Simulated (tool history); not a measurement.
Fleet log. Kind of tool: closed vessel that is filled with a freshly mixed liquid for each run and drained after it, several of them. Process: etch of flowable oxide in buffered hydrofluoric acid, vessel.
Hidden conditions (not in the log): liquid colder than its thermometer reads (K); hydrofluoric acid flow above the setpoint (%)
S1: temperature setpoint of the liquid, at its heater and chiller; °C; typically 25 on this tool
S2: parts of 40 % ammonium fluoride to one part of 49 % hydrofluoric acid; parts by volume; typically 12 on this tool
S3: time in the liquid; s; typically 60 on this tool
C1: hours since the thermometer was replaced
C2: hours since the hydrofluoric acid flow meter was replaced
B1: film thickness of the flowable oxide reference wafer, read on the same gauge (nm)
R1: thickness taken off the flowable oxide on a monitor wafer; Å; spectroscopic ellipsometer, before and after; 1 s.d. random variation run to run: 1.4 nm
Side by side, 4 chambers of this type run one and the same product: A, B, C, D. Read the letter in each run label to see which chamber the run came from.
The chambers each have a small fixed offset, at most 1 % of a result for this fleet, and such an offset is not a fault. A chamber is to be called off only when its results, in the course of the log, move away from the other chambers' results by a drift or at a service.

run,hour,S1,S2,S3,C1,C2,B1,R1
1A,4.8,25,12,60,1401.5,1060.7,50.01,1954.4
2C,11.9,25,12,60,121,923.9,49.973,1950
3B,16.3,25,12,60,331.7,343.7,49.983,1970
4D,22.3,25,12,60,292.5,299.8,49.975,1930.6
5A,29.1,25,12,60,1425.8,1085,50.01,1971.4
6D,35.1,25,12,60,305.3,312.6,50.008,1980.8
7C,39.6,25,9,85,148.7,951.6,49.984,3528.5
8B,45.2,25,9,85,360.6,372.6,50.035,3622.8
9B,51.9,25,9,85,367.3,379.3,50.004,3654.3
10C,56.3,25,9,85,165.4,968.3,50.038,3528.2
11D,61.3,25,12,60,331.5,338.8,50.003,1956.9
12A,65.5,25,12,60,1462.2,1121.4,49.99,1962
13A,72,25,12,60,1468.7,1127.9,50.029,1948.1
14D,76.2,25,12,60,346.4,353.7,49.985,1984.5
15C,83.7,25,8.5,60,192.8,995.7,49.994,2659.3
16B,88,25,8.5,60,403.4,415.4,49.998,2776.7
17B,91.6,25,8.5,60,407,419,50.036,2792.1
18D,95.7,25,8.5,60,365.9,373.2,50,2639.5
19C,103.3,25,12,60,212.4,1015.3,50.003,1975.7
20A,110.2,25,12,60,1506.9,1166.1,49.986,1966.3
21B,115.6,25,12,60,431,443,50.011,2102.3
22D,122.3,25,12,60,392.5,399.8,49.963,1972.6
23A,126.1,25,12,60,1522.8,1182,49.991,1951.3
24C,133.5,26.5,17,60,242.6,1045.5,50.026,1503.1
25A,140,26.5,17,60,1536.7,1195.9,49.982,1504.9
26B,144.1,26.5,17,60,459.5,471.5,49.995,1649.5

Next, every chamber runs the same settings. What will each give?
27A,149.5,25,12,85,,,,?
27B,149.5,25,12,85,,,,?
27C,149.5,25,12,85,,,,?
27D,149.5,25,12,85,,,,?

run,R1
27A,2774.1
27B,3024.8
27C,2766.9
27D,2788.2
